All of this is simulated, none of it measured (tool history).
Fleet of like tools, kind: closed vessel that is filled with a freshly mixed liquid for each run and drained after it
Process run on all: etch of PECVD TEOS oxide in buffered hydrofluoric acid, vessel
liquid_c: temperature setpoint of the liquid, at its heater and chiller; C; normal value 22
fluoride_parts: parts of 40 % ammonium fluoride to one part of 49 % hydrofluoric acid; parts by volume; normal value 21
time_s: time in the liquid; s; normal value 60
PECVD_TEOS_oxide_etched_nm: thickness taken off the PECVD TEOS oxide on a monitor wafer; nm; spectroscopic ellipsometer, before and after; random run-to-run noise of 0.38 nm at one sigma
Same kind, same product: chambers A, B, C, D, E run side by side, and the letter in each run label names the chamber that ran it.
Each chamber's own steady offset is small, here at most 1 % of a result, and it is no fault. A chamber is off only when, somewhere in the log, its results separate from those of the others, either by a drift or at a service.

run	day	liquid_c	fluoride_parts	time_s	read-back film thickness of the PECVD TEOS oxide reference wafer, read on the same gauge (nm)	PECVD_TEOS_oxide_etched_nm
# day 0.012: chamber B: thermometer replaced
1E	0.296	22	21	60	140	46.378
2A	0.538	22	21	60	139.94	45.296
3C	0.771	22	21	60	140	44.644
4D	0.988	22	21	60	140.04	46.325
5B	1.288	22	21	60	140.01	45.682
6D	1.688	22	21	60	140	45.358
7E	1.888	22	21	60	140	45.493
# day 2.146: chamber D: hydrofluoric acid flow meter replaced
8B	2.146	22	28.5	60	140	36.554
9C	2.571	22	28.5	60	140.03	36.465
10A	2.775	22	28.5	60	139.99	36.671
11B	3.088	22	28.5	60	139.99	36.335
12A	3.504	22	28.5	60	140	37.198
13D	3.738	22	21	60	139.98	46.041
14E	4.042	22	21	60	140.03	44.953
15C	4.475	22	21	60	140.03	45.784
16A	4.871	22	21	60	140.02	44.879
17B	5.117	22	21	60	139.99	44.938
18D	5.329	22	21	60	140.02	45.64
19E	5.588	22	21	60	139.99	44.662
20C	5.933	22	21	60	139.99	45.212
21B	6.308	18.5	21	60	139.99	37.044
22C	6.712	18.5	21	60	140.04	37.208
23E	7.071	18.5	21	60	139.97	36.317
24A	7.325	18.5	21	60	139.98	37.323
25D	7.704	18.5	21	60	139.96	38.07
26A	8.017	22	21	80	140	60.089
27E	8.229	22	21	80	139.98	59.426
28C	8.588	22	21	80	140.02	60.634
# day 8.833: chamber C: hydrofluoric acid flow meter replaced
29B	8.896	22	21	80	139.94	59.68
30D	9.221	22	21	80	139.97	61.725
31D	9.508	22	21	60	139.95	46.048
32C	9.917	22	28.5	60	139.95	37.156
33B	10.346	22	28.5	60	140.02	36.384
34A	10.717	22	28.5	60	140.01	36.306
35E	11.008	22	28.5	60	140.06	34.841
36E	11.283	22	28.5	60	140.01	34.786
37B	11.546	22	21	60	140	45.414
38D	11.754	22	21	60	140.02	46.069

All 5 chambers run these settings next. Forecast each chamber's results:
39A	12.079	18	21	60		?
39B	12.079	18	21	60		?
39C	12.079	18	21	60		?
39D	12.079	18	21	60		?
39E	12.079	18	21	60		?

run	PECVD_TEOS_oxide_etched_nm
39A	36.28
39B	36.437
39C	36.553
39D	36.332
39E	34.256

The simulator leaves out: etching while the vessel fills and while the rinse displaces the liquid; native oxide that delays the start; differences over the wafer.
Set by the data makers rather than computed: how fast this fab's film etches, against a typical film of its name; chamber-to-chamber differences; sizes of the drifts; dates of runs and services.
